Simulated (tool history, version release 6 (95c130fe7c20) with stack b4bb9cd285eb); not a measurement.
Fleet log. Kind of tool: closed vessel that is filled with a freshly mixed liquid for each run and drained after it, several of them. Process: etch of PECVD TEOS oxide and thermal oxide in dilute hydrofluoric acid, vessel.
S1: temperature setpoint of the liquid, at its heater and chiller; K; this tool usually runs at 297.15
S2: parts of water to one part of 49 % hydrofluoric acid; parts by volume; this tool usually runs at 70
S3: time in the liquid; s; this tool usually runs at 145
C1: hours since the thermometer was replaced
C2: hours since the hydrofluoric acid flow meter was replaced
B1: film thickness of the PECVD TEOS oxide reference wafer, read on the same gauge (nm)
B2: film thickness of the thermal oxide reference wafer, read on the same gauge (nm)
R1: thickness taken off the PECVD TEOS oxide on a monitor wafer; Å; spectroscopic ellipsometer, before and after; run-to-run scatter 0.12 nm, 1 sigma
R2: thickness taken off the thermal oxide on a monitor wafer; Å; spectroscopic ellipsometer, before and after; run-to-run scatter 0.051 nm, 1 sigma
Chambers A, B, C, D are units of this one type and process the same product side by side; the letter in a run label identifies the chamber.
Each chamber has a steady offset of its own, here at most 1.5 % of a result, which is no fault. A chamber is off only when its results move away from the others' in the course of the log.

run,hour,S1,S2,S3,C1,C2,B1,B2,R1,R2
1A,6.6,297.15,70,145,560.8,523.5,70.006,99.997,313.68,103.5
2C,12.4,297.15,70,145,681.6,320.3,69.994,100.02,310.53,104.36
3D,18.5,297.15,70,145,831.4,1901.1,70.019,100.01,308.75,104.1
4B,24.6,297.15,70,145,104.1,1741.5,69.996,99.979,305.59,103.81
5A,30.2,297.15,70,145,584.4,547.1,69.992,100.01,312.52,103.76
6C,37.3,297.15,70,145,706.5,345.2,69.984,100.01,310.81,103.61
7B,46.1,297.15,70,145,125.6,1763,69.997,100.01,306.43,103.73
8D,50.3,294.15,70,145,863.2,1932.9,70.03,100.01,272.3,92.315
9C,57.8,294.15,70,145,727,365.7,70.004,99.984,273.38,91.657
10D,66.5,294.15,70,145,879.4,1949.1,70.003,99.968,272.27,92.001
11A,73.1,294.15,70,145,627.3,590,69.995,100.03,277.25,91.982
12B,79.5,297.15,70,145,159,1796.4,70.006,99.974,305.43,102.95
13A,87.5,297.15,70,145,641.7,604.4,70.005,100,313.24,103.57
14B,95.7,297.15,70,145,175.2,1812.6,70.021,100.01,305.85,104.39
# hour 99: chamber D: hydrofluoric acid flow meter replaced
15D,102.7,297.15,70,145,915.6,3.7,69.991,99.988,308.79,105.11
16C,108.8,297.15,70,145,778,416.7,69.971,100.03,309.3,102.76
17B,118.5,300.15,70,185,198,1835.4,69.996,100.02,440.44,148.15
18A,124.7,300.15,70,185,678.9,641.6,69.988,99.999,450.19,148.58
19C,129.2,300.15,70,185,798.4,437.1,70.026,100,444.62,149.33
20D,134.5,300.15,70,185,947.4,35.5,69.997,100.01,441.13,150.23
# hour 143.1: chamber C: thermometer replaced
21A,143.5,300.65,85,145,697.7,660.4,70.007,99.999,290.44,96.089
22C,148.3,300.65,85,145,5.2,456.2,69.997,99.99,290.72,97.378
23D,156.5,300.65,85,145,969.4,57.5,69.984,99.982,287.13,95.654
24B,164.2,300.65,85,145,243.7,1881.1,69.992,100.01,284.36,95.268
25A,172.8,297.15,70,145,727,689.7,70.008,99.975,313.57,104.06
26C,182.4,297.15,70,145,39.3,490.3,70.006,99.996,311.52,103.23
# hour 185.3: chamber B: hydrofluoric acid flow meter replaced
27D,189,297.15,95,120,1001.9,90,69.983,99.983,181.41,61.063
28B,196.9,297.15,95,120,276.4,11.7,70.009,100,180.26,61.623
29B,204.9,297.15,95,120,284.4,19.7,69.997,99.999,180.71,60.972
30C,212.8,297.15,95,120,69.7,520.7,69.975,100,184.24,62.039
31D,221.1,297.15,70,145,1034,122.1,70.004,100.02,308.62,104.29
32A,225.7,297.15,70,145,779.9,742.6,70.003,100,311.95,103.14
33D,235,297.15,70,145,1047.9,136,70.034,100.02,309.75,104.05
34B,239.7,297.15,70,145,319.2,54.5,70.015,99.961,307.81,103.69
35A,249.3,297.15,70,145,803.5,766.2,69.997,99.986,313.99,103.19
36C,255.4,297.15,70,145,112.3,563.3,70.001,99.979,310.21,103.26
37B,262.9,297.15,70,145,342.4,77.7,70.006,100.01,308.63,103.52

All 4 chambers run these settings next. Forecast each chamber's results:
38A,269.9,297.15,70,145,,,,,?,?
38B,269.9,297.15,70,145,,,,,?,?
38C,269.9,297.15,70,145,,,,,?,?
38D,269.9,297.15,70,145,,,,,?,?

run,R1,R2
38A,311.58,103.11
38B,306.45,103.34
38C,310.04,103.2
38D,308.1,105.49
